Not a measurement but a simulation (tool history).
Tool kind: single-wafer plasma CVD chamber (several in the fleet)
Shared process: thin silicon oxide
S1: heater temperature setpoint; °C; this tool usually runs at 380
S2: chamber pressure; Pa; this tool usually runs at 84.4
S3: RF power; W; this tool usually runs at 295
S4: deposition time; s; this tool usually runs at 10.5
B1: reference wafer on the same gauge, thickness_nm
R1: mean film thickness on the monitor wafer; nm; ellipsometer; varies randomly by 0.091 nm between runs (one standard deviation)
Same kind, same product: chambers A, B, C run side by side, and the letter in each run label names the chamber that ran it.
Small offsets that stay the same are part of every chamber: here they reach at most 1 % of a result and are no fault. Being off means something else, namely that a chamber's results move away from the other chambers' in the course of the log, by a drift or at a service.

run 1A hour=3.7 | S1=380 S2=84.4 S3=295 S4=10.5 | B1=16.006 | R1=15.383
run 2B hour=9.1 | S1=380 S2=84.4 S3=295 S4=10.5 | B1=16.004 | R1=15.364
run 3C hour=11.8 | S1=380 S2=84.4 S3=295 S4=10.5 | B1=15.996 | R1=15.248
run 4B hour=17.0 | S1=380 S2=84.4 S3=295 S4=10.5 | B1=16.009 | R1=15.369
run 5C hour=19.5 | S1=380 S2=84.4 S3=295 S4=10.5 | B1=15.981 | R1=15.243
run 6A hour=23.8 | S1=380 S2=84.4 S3=295 S4=10.5 | B1=16.008 | R1=15.448
run 7A hour=26.4 | S1=380 S2=84.4 S3=295 S4=10.5 | B1=15.992 | R1=15.455
-- hour=29.0 chamber B: thermocouple changed; heater temperature recalibrated
run 8B hour=31.0 | S1=380 S2=84.4 S3=295 S4=10.5 | B1=15.982 | R1=15.371
run 9C hour=34.1 | S1=380 S2=84.4 S3=295 S4=10.5 | B1=15.986 | R1=15.112
run 10A hour=38.3 | S1=380 S2=84.4 S3=295 S4=10.5 | B1=15.990 | R1=15.318
run 11B hour=42.8 | S1=380 S2=84.4 S3=295 S4=10.5 | B1=15.975 | R1=15.310
run 12C hour=45.6 | S1=380 S2=84.4 S3=295 S4=10.5 | B1=16.016 | R1=15.226
run 13C hour=51.2 | S1=380 S2=84.4 S3=295 S4=10.5 | B1=16.005 | R1=15.294
run 14A hour=55.0 | S1=380 S2=84.4 S3=295 S4=10.5 | B1=16.006 | R1=15.320
run 15B hour=59.2 | S1=380 S2=84.4 S3=295 S4=10.5 | B1=15.981 | R1=15.478
run 16C hour=64.1 | S1=380 S2=84.4 S3=295 S4=10.5 | B1=16.008 | R1=15.213
run 17B hour=68.5 | S1=380 S2=84.4 S3=295 S4=10.5 | B1=15.999 | R1=15.353
run 18A hour=72.2 | S1=380 S2=84.4 S3=295 S4=10.5 | B1=16.005 | R1=15.404
run 19A hour=77.7 | S1=380 S2=84.4 S3=295 S4=10.5 | B1=15.994 | R1=15.573
run 20B hour=82.5 | S1=380 S2=84.4 S3=295 S4=10.5 | B1=15.985 | R1=15.127
run 21C hour=87.4 | S1=380 S2=84.4 S3=295 S4=10.5 | B1=15.987 | R1=15.114
run 22A hour=92.5 | S1=373 S2=93.7 S3=295 S4=10.5 | B1=16.012 | R1=17.218
run 23B hour=96.9 | S1=373 S2=93.7 S3=295 S4=10.5 | B1=16.014 | R1=17.216
run 24C hour=100.6 | S1=373 S2=93.7 S3=295 S4=10.5 | B1=15.998 | R1=16.990
run 25A hour=104.8 | S1=380 S2=84.4 S3=295 S4=10.5 | B1=16.031 | R1=15.334

Has any chamber moved away from the others, gradually or after a service, or does the common gauge drift, or do the chambers differ only by their own small steady offsets? State the chamber and the most likely cause if one applies.

All chambers stay in line apart from their small fixed offsets, and the gauge does not drift.
